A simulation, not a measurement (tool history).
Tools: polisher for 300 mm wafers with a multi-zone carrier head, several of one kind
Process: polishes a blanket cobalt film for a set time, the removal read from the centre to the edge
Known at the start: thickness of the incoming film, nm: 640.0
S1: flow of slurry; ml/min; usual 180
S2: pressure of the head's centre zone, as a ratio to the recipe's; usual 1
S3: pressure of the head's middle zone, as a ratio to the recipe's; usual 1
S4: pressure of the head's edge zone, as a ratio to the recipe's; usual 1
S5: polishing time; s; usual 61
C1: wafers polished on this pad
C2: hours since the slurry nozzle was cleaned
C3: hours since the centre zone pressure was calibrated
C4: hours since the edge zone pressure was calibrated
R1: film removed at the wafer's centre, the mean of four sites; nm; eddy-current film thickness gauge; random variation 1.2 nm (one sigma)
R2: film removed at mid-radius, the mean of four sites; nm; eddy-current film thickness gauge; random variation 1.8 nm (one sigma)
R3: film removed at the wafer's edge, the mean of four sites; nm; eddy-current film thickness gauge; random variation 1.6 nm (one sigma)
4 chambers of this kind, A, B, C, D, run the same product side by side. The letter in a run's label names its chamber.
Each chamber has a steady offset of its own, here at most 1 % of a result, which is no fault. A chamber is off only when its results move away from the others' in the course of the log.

-- hour=1.3 chamber C: edge zone pressure recalibrated
run 1B hour=15 | S1=180 S2=1 S3=1 S4=1 S5=61 | C1=199 C2=350 C3=262.2 C4=284 | R1=169.27 R2=169.48 R3=166.98
-- hour=21.8 chamber C: centre zone pressure recalibrated
run 2A hour=24.5 | S1=180 S2=1 S3=1 S4=1 S5=61 | C1=726 C2=347.9 C3=327.9 C4=69.4 | R1=165.72 R2=167.06 R3=168.53
-- hour=37.4 chamber D: worn pad replaced by a new one
run 3C hour=40 | S1=180 S2=1 S3=1 S4=1 S5=61 | C1=1356 C2=431.5 C3=18.3 C4=38.8 | R1=169.33 R2=167.69 R3=166.63
run 4D hour=55.6 | S1=180 S2=1 S3=1 S4=1 S5=61 | C1=146 C2=60.3 C3=1149.8 C4=767.2 | R1=167.43 R2=168.43 R3=170.04
-- hour=60.4 chamber C: worn pad replaced by a new one
run 5C hour=66.1 | S1=180 S2=1 S3=1 S4=1 S5=61 | C1=46 C2=457.6 C3=44.4 C4=64.9 | R1=169.32 R2=168.11 R3=170.13
run 6A hour=76 | S1=180 S2=1 S3=1 S4=1 S5=61 | C1=1138 C2=399.4 C3=379.4 C4=120.9 | R1=169.34 R2=167.02 R3=172.29
-- hour=82.2 chamber B: edge zone pressure recalibrated
run 7B hour=84 | S1=180 S2=1 S3=1 S4=1 S5=61 | C1=751 C2=419 C3=331.2 C4=1.8 | R1=169.12 R2=167.06 R3=171.36
run 8D hour=94.1 | S1=180 S2=1 S3=1 S4=1 S5=61 | C1=454 C2=98.8 C3=1188.3 C4=805.7 | R1=167.87 R2=166.27 R3=170.65
run 9C hour=103.4 | S1=180 S2=1 S3=1 S4=1 S5=61 | C1=344 C2=494.9 C3=81.7 C4=102.2 | R1=167.69 R2=167.71 R3=170.17
run 10A hour=116.3 | S1=180 S2=1 S3=1 S4=1 S5=61 | C1=1460 C2=439.7 C3=419.7 C4=161.2 | R1=165.33 R2=167.9 R3=168.62
-- hour=122.6 chamber C: slurry nozzle cleaned
run 11D hour=127.5 | S1=180 S2=1 S3=1 S4=1 S5=61 | C1=721 C2=132.2 C3=1221.7 C4=839.1 | R1=166.8 R2=167.96 R3=167.5
run 12B hour=138.9 | S1=180 S2=1 S3=1 S4=1 S5=61 | C1=1191 C2=473.9 C3=386.1 C4=56.7 | R1=168.77 R2=166.38 R3=166.85
-- hour=150.4 chamber B: worn pad replaced by a new one
run 13B hour=152.2 | S1=180 S2=1 S3=1 S4=1 S5=61 | C1=15 C2=487.2 C3=399.4 C4=70 | R1=167.45 R2=168.18 R3=167.9
-- hour=166.1 chamber D: edge zone pressure recalibrated
run 14D hour=166.9 | S1=180 S2=1 S3=1 S4=1 S5=61 | C1=1037 C2=171.6 C3=1261.1 C4=0.9 | R1=168.59 R2=169.97 R3=167.25
run 15C hour=181.5 | S1=180 S2=1 S3=1 S4=1 S5=61 | C1=969 C2=59 C3=159.8 C4=180.3 | R1=170.39 R2=169.23 R3=171.24
-- hour=181.7 chamber B: centre zone pressure recalibrated
run 16A hour=192.1 | S1=180 S2=1 S3=1.09 S4=1.07 S5=61 | C1=2067 C2=515.5 C3=495.5 C4=237 | R1=167.22 R2=182.62 R3=173.62
run 17D hour=199.2 | S1=180 S2=1 S3=1.09 S4=1.07 S5=61 | C1=1295 C2=203.9 C3=1293.4 C4=33.2 | R1=166.85 R2=183.76 R3=172.19
-- hour=202.2 chamber D: worn pad replaced by a new one
run 18B hour=209.1 | S1=180 S2=1 S3=1.09 S4=1.07 S5=61 | C1=470 C2=544.1 C3=27.4 C4=126.9 | R1=167.11 R2=180.83 R3=177.92
run 19C hour=223 | S1=180 S2=1 S3=1.09 S4=1.07 S5=61 | C1=1302 C2=100.5 C3=201.3 C4=221.8 | R1=167.81 R2=181.8 R3=174.28
-- hour=236.1 chamber C: worn pad replaced by a new one
run 20A hour=237.9 | S1=235 S2=1 S3=0.9 S4=1 S5=61 | C1=2434 C2=561.3 C3=541.3 C4=282.8 | R1=173.87 R2=156.49 R3=172.25
run 21B hour=253.4 | S1=235 S2=1 S3=0.9 S4=1 S5=61 | C1=825 C2=588.4 C3=71.7 C4=171.2 | R1=175.91 R2=157.44 R3=171.99
run 22D hour=267.3 | S1=235 S2=1 S3=0.9 S4=1 S5=61 | C1=521 C2=272 C3=1361.5 C4=101.3 | R1=172.52 R2=160.98 R3=170.78
run 23A hour=276.6 | S1=235 S2=1 S3=0.9 S4=1 S5=61 | C1=2744 C2=600 C3=580 C4=321.5 | R1=173.23 R2=157.84 R3=172.09
run 24C hour=285.6 | S1=180 S2=1 S3=1 S4=1 S5=61 | C1=396 C2=163.1 C3=263.9 C4=284.4 | R1=169.52 R2=169.73 R3=172.43
-- hour=298.3 chamber B: worn pad replaced by a new one
run 25C hour=299.2 | S1=180 S2=1 S3=1 S4=1 S5=61 | C1=505 C2=176.7 C3=277.5 C4=298 | R1=169.4 R2=169.73 R3=170.86
run 26A hour=306.1 | S1=180 S2=1 S3=1 S4=1 S5=61 | C1=2980 C2=629.5 C3=609.5 C4=351 | R1=165.27 R2=163.44 R3=165.52
run 27D hour=313.3 | S1=180 S2=1 S3=1 S4=1 S5=61 | C1=889 C2=318 C3=1407.5 C4=147.3 | R1=168.86 R2=171.49 R3=168.19
run 28B hour=320.6 | S1=180 S2=1 S3=1 S4=1 S5=61 | C1=178 C2=655.6 C3=138.9 C4=238.4 | R1=171.69 R2=169.94 R3=167.26
run 29A hour=327.5 | S1=180 S2=1 S3=1 S4=1 S5=61 | C1=3151 C2=650.9 C3=630.9 C4=372.4 | R1=163.55 R2=163.47 R3=166.08
-- hour=331.1 chamber A: slurry nozzle cleaned
run 30C hour=342 | S1=180 S2=1 S3=0.96 S4=1.07 S5=61 | C1=847 C2=219.5 C3=320.3 C4=340.8 | R1=168.47 R2=162.61 R3=172.81
run 31B hour=351.3 | S1=180 S2=1 S3=0.96 S4=1.07 S5=61 | C1=424 C2=686.3 C3=169.6 C4=269.1 | R1=167.37 R2=164.04 R3=177.36
run 32D hour=363.2 | S1=180 S2=1 S3=0.96 S4=1.07 S5=61 | C1=1288 C2=367.9 C3=1457.4 C4=197.2 | R1=167.45 R2=164.2 R3=173.2
run 33C hour=370.1 | S1=180 S2=1 S3=0.96 S4=1.07 S5=61 | C1=1072 C2=247.6 C3=348.4 C4=368.9 | R1=167.95 R2=162.43 R3=178.54
-- hour=370.2 chamber D: worn pad replaced by a new one
run 34B hour=381.3 | S1=180 S2=1 S3=1 S4=1 S5=61 | C1=664 C2=716.3 C3=199.6 C4=299.1 | R1=167.98 R2=169.01 R3=168.55
-- hour=389.3 chamber B: edge zone pressure recalibrated
run 35A hour=392.4 | S1=180 S2=1 S3=1 S4=1 S5=61 | C1=3670 C2=61.4 C3=695.8 C4=437.3 | R1=163.2 R2=159.7 R3=165.26
run 36D hour=406.1 | S1=180 S2=1 S3=1 S4=1 S5=61 | C1=287 C2=410.8 C3=1500.3 C4=240.1 | R1=168.2 R2=170.94 R3=166.54
-- hour=411.1 chamber C: worn pad replaced by a new one
run 37A hour=414.5 | S1=180 S2=1 S3=1 S4=1 S5=61 | C1=3847 C2=83.5 C3=717.9 C4=459.4 | R1=162.33 R2=165.86 R3=163.42
run 38B hour=425.1 | S1=180 S2=1 S3=1 S4=1 S5=61 | C1=1015 C2=760.1 C3=243.4 C4=35.9 | R1=169.63 R2=169.31 R3=169.08
run 39C hour=434.5 | S1=180 S2=1 S3=1 S4=1 S5=61 | C1=187 C2=312 C3=412.8 C4=433.3 | R1=168.12 R2=166.63 R3=170.68
run 40D hour=449.3 | S1=180 S2=1 S3=1 S4=0.9 S5=80 | C1=633 C2=454 C3=1543.5 C4=283.3 | R1=222.29 R2=217.21 R3=205.99
run 41A hour=462 | S1=180 S2=1 S3=1 S4=0.9 S5=80 | C1=4227 C2=131 C3=765.4 C4=506.9 | R1=215.78 R2=213.75 R3=202.31
run 42C hour=472.2 | S1=180 S2=1 S3=1 S4=0.9 S5=80 | C1=489 C2=349.7 C3=450.5 C4=471 | R1=221.6 R2=222.43 R3=211.45

All 4 chambers run these settings next. Forecast each chamber's results:
run 43A hour=483.4 | S1=180 S2=0.94 S3=1 S4=1 S5=61 | R1=? R2=? R3=?
run 43B hour=483.4 | S1=180 S2=0.94 S3=1 S4=1 S5=61 | R1=? R2=? R3=?
run 43C hour=483.4 | S1=180 S2=0.94 S3=1 S4=1 S5=61 | R1=? R2=? R3=?
run 43D hour=483.4 | S1=180 S2=0.94 S3=1 S4=1 S5=61 | R1=? R2=? R3=?

run=43A R1=150.89 R2=159.9 R3=163.89
run=43B R1=157.28 R2=168.14 R3=168.7
run=43C R1=156.93 R2=170.03 R3=168.79
run=43D R1=158.13 R2=165.01 R3=165.97

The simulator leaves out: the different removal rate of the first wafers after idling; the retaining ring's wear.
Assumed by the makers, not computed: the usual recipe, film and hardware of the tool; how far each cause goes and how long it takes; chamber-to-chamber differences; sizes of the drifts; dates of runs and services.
